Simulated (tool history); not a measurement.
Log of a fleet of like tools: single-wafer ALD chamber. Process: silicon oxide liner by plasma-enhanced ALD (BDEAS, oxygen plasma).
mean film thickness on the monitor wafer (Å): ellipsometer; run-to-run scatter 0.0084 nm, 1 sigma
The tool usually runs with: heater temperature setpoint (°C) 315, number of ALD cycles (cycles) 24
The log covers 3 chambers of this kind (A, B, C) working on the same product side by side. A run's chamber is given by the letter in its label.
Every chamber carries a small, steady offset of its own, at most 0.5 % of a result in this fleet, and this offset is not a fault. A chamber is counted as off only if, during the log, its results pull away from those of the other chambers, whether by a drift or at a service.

| run | day | heater temperature setpoint (°C) | number of ALD cycles (cycles) | read-back reference wafer on the same gauge, thickness_nm | mean film thickness on the monitor wafer (Å) |
|---|---|---|---|---|---|
| 1A | 0.212 | 315 | 24 | 1.9896 | 21.702 |
| 2B | 0.412 | 315 | 24 | 1.9904 | 21.768 |
| 3C | 0.538 | 315 | 24 | 1.9894 | 21.793 |
| 4A | 0.658 | 315 | 24 | 1.9886 | 21.892 |
| 5B | 0.867 | 315 | 24 | 1.9900 | 21.928 |
| 6C | 0.996 | 315 | 24 | 1.9907 | 22.008 |
| 7A | 1.162 | 315 | 24 | 1.9887 | 21.823 |
| 8C | 1.288 | 315 | 24 | 1.9896 | 21.930 |
| 9B | 1.467 | 315 | 24 | 1.9904 | 22.107 |
| 10C | 1.654 | 315 | 24 | 1.9920 | 21.878 |
| 11A | 1.892 | 315 | 24 | 1.9902 | 21.729 |
| 12B | 2.042 | 315 | 24 | 1.9886 | 21.863 |
| 13A | 2.208 | 315 | 24 | 1.9898 | 21.847 |
| 14B | 2.404 | 315 | 24 | 1.9914 | 21.958 |
| 15C | 2.558 | 315 | 24 | 1.9930 | 21.871 |
| 16C | 2.808 | 315 | 24 | 1.9928 | 22.145 |
| 17B | 2.971 | 315 | 24 | 1.9912 | 21.852 |
| 18A | 3.146 | 315 | 24 | 1.9901 | 21.772 |
| 19B | 3.375 | 315 | 24 | 1.9886 | 21.971 |
| 20A | 3.508 | 315 | 24 | 1.9894 | 21.824 |
| 21C | 3.650 | 327 | 24 | 1.9902 | 21.543 |
| 22B | 3.767 | 327 | 24 | 1.9932 | 21.443 |
| 23C | 3.950 | 327 | 24 | 1.9905 | 21.438 |
| 24A | 4.150 | 315 | 22 | 1.9881 | 20.050 |
| 25C | 4.333 | 315 | 22 | 1.9901 | 20.087 |
| 26B | 4.567 | 315 | 22 | 1.9882 | 20.068 |
| 27A | 4.717 | 315 | 24 | 1.9886 | 21.795 |
| 28C | 4.896 | 315 | 24 | 1.9883 | 21.854 |
| 29B | 5.058 | 315 | 24 | 1.9920 | 21.848 |
| 30A | 5.238 | 315 | 24 | 1.9901 | 21.838 |
| 31C | 5.346 | 315 | 24 | 1.9886 | 22.008 |
| 32B | 5.546 | 315 | 24 | 1.9929 | 21.843 |
| 33A | 5.717 | 315 | 24 | 1.9893 | 21.772 |
| 34B | 5.879 | 315 | 24 | 1.9899 | 21.943 |
| 35A | 6.083 | 315 | 24 | 1.9890 | 21.769 |
| 36C | 6.221 | 315 | 24 | 1.9907 | 21.883 |
| 37C | 6.383 | 315 | 24 | 1.9903 | 22.035 |
| 38A | 6.521 | 315 | 24 | 1.9893 | 21.824 |
| 39B | 6.642 | 315 | 24 | 1.9908 | 21.840 |
| 40B | 6.783 | 320 | 26 | 1.9903 | 23.607 |
|  | 6.788 | chamber C: thermocouple changed; heater temperature recalibrated |
| 41C | 7.017 | 320 | 26 | 1.9888 | 23.501 |

Which is it: a chamber that has drifted or been left off by a service, a gauge drift common to all chambers, or only each chamber's usual small offset? If a chamber is off, name it and its likeliest cause.

No chamber is off and the gauge is stable; the differences are just each chamber's small, constant offset.
